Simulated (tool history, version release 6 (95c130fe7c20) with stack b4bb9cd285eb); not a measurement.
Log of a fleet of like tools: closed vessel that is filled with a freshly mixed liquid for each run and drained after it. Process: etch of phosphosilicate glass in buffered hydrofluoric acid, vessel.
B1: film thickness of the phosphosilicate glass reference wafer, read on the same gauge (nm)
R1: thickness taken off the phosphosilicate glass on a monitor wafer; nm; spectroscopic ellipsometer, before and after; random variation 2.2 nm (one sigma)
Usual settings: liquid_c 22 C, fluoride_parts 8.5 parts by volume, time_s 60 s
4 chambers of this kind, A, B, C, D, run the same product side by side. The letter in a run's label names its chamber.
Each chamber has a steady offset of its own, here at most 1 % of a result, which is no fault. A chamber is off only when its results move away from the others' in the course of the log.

Run 1B, hour 6.6: usual settings; B1 129.94. Result: R1 302.94 nm.
Run 2A, hour 11.7: usual settings; B1 130.01. Result: R1 300.75 nm.
Run 3D, hour 20.5: usual settings; B1 129.98. Result: R1 304.78 nm.
Run 4C, hour 30.2: usual settings; B1 129.98. Result: R1 299.94 nm.
Run 5C, hour 35.7: usual settings; B1 130. Result: R1 302.01 nm.
Run 6D, hour 42.9: usual settings; B1 129.99. Result: R1 304.4 nm.
Run 7B, hour 53.2: usual settings but liquid_c 25.5 C, fluoride_parts 6 parts by volume; B1 129.99. Result: R1 517.29 nm.
Run 8A, hour 58.2: usual settings but liquid_c 25.5 C, fluoride_parts 6 parts by volume; B1 129.95. Result: R1 521.75 nm.
Run 9B, hour 63.5: usual settings but liquid_c 25.5 C, fluoride_parts 6 parts by volume; B1 130. Result: R1 520.33 nm.
Run 10A, hour 74.1: usual settings but liquid_c 25.5 C, fluoride_parts 6 parts by volume; B1 129.98. Result: R1 514.98 nm.
Run 11D, hour 81.6: usual settings; B1 130.04. Result: R1 304.15 nm.
At hour 84.9: chamber D: hydrofluoric acid flow meter replaced.
Run 12C, hour 91.5: usual settings; B1 129.98. Result: R1 302.66 nm.
Run 13C, hour 96.5: usual settings; B1 130.07. Result: R1 306.11 nm.
Run 14D, hour 106.6: usual settings but time_s 35 s; B1 129.96. Result: R1 176.24 nm.
Run 15A, hour 112.2: usual settings but time_s 35 s; B1 130.05. Result: R1 175.76 nm.
Run 16B, hour 118.5: usual settings but time_s 35 s; B1 130.01. Result: R1 178.41 nm.
At hour 121.4: chamber B: thermometer replaced.
Run 17D, hour 127.1: usual settings but time_s 35 s; B1 130. Result: R1 179.1 nm.
Run 18A, hour 137.1: usual settings; B1 130. Result: R1 301.56 nm.
Run 19B, hour 145.6: usual settings; B1 129.96. Result: R1 307.57 nm.
Run 20C, hour 151.4: usual settings but time_s 50 s; B1 129.95. Result: R1 258.3 nm.
Run 21B, hour 159.4: usual settings but time_s 50 s; B1 130.01. Result: R1 253.3 nm.
Run 22D, hour 169.2: usual settings but time_s 50 s; B1 129.99. Result: R1 254.34 nm.
Run 23C, hour 178: usual settings but time_s 50 s; B1 129.96. Result: R1 256.19 nm.
Run 24A, hour 188.2: usual settings; B1 129.99. Result: R1 301.87 nm.

What goes on in this fleet: one chamber off, a drifting gauge, or nothing beyond the chambers' own small offsets? Name the chamber and the cause, if any.

No chamber stands off beyond its own small offset, and the gauge holds steady.
